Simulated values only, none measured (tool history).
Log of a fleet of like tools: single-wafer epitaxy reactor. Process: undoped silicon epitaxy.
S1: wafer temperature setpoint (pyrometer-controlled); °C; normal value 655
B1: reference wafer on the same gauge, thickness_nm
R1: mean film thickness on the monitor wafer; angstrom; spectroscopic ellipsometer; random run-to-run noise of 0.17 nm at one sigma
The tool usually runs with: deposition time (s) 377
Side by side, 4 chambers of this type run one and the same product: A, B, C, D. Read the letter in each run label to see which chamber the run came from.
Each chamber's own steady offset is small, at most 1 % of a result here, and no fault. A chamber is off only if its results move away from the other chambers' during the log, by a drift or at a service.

run 1C hour=9.4 | S1=655 deposition_time_(s)=377 | B1=60.785 | R1=698.95
run 2D hour=19.2 | S1=655 deposition_time_(s)=377 | B1=60.788 | R1=709.99
run 3A hour=27.7 | S1=655 deposition_time_(s)=377 | B1=60.797 | R1=711.59
run 4B hour=36.6 | S1=655 deposition_time_(s)=377 | B1=60.775 | R1=700.93
run 5A hour=42.4 | S1=655 deposition_time_(s)=377 | B1=60.791 | R1=713.12
run 6D hour=53.4 | S1=655 deposition_time_(s)=377 | B1=60.788 | R1=713.51
run 7C hour=61.5 | S1=655 deposition_time_(s)=377 | B1=60.861 | R1=699.97
run 8B hour=69.1 | S1=655 deposition_time_(s)=377 | B1=60.814 | R1=701.84
run 9B hour=75.4 | S1=655 deposition_time_(s)=377 | B1=60.819 | R1=700.83
run 10D hour=86.5 | S1=655 deposition_time_(s)=429 | B1=60.801 | R1=810.24
run 11A hour=96.4 | S1=655 deposition_time_(s)=429 | B1=60.828 | R1=811.4
run 12C hour=101.5 | S1=655 deposition_time_(s)=429 | B1=60.792 | R1=792.63
run 13D hour=109.7 | S1=655 deposition_time_(s)=429 | B1=60.786 | R1=808.13
run 14C hour=119.8 | S1=655 deposition_time_(s)=377 | B1=60.829 | R1=695.14
run 15A hour=124.9 | S1=655 deposition_time_(s)=377 | B1=60.784 | R1=709.87
-- hour=133.2 chamber B: pyrometer calibrated
run 16B hour=135.4 | S1=655 deposition_time_(s)=377 | B1=60.824 | R1=719.31
run 17B hour=145.3 | S1=644 deposition_time_(s)=335 | B1=60.793 | R1=503.54
run 18C hour=154.8 | S1=644 deposition_time_(s)=335 | B1=60.786 | R1=486.79
run 19A hour=166 | S1=644 deposition_time_(s)=335 | B1=60.776 | R1=498.49
run 20D hour=172.9 | S1=644 deposition_time_(s)=335 | B1=60.791 | R1=497.65
run 21C hour=183.9 | S1=655 deposition_time_(s)=377 | B1=60.794 | R1=695.36
run 22A hour=194.6 | S1=662 deposition_time_(s)=406 | B1=60.812 | R1=891.52
run 23D hour=203.7 | S1=662 deposition_time_(s)=406 | B1=60.865 | R1=890.84
run 24B hour=213.7 | S1=662 deposition_time_(s)=406 | B1=60.788 | R1=904.33
run 25D hour=221.6 | S1=662 deposition_time_(s)=406 | B1=60.778 | R1=891.65
run 26C hour=226.8 | S1=655 deposition_time_(s)=377 | B1=60.798 | R1=698.67
run 27B hour=234.4 | S1=643 deposition_time_(s)=419 | B1=60.84 | R1=615.65
run 28A hour=245.6 | S1=643 deposition_time_(s)=419 | B1=60.798 | R1=611.37
run 29C hour=254.5 | S1=643 deposition_time_(s)=419 | B1=60.742 | R1=594.08
run 30D hour=264 | S1=643 deposition_time_(s)=419 | B1=60.821 | R1=607.76

All chambers now run identical settings, listed one chamber a line with results as question marks. What results will each chamber show?
run 31A hour=272.1 | S1=655 deposition_time_(s)=410 | R1=?
run 31B hour=272.1 | S1=655 deposition_time_(s)=410 | R1=?
run 31C hour=272.1 | S1=655 deposition_time_(s)=410 | R1=?
run 31D hour=272.1 | S1=655 deposition_time_(s)=410 | R1=?

run=31A R1=774.2
run=31B R1=786.44
run=31C R1=761.63
run=31D R1=775.07
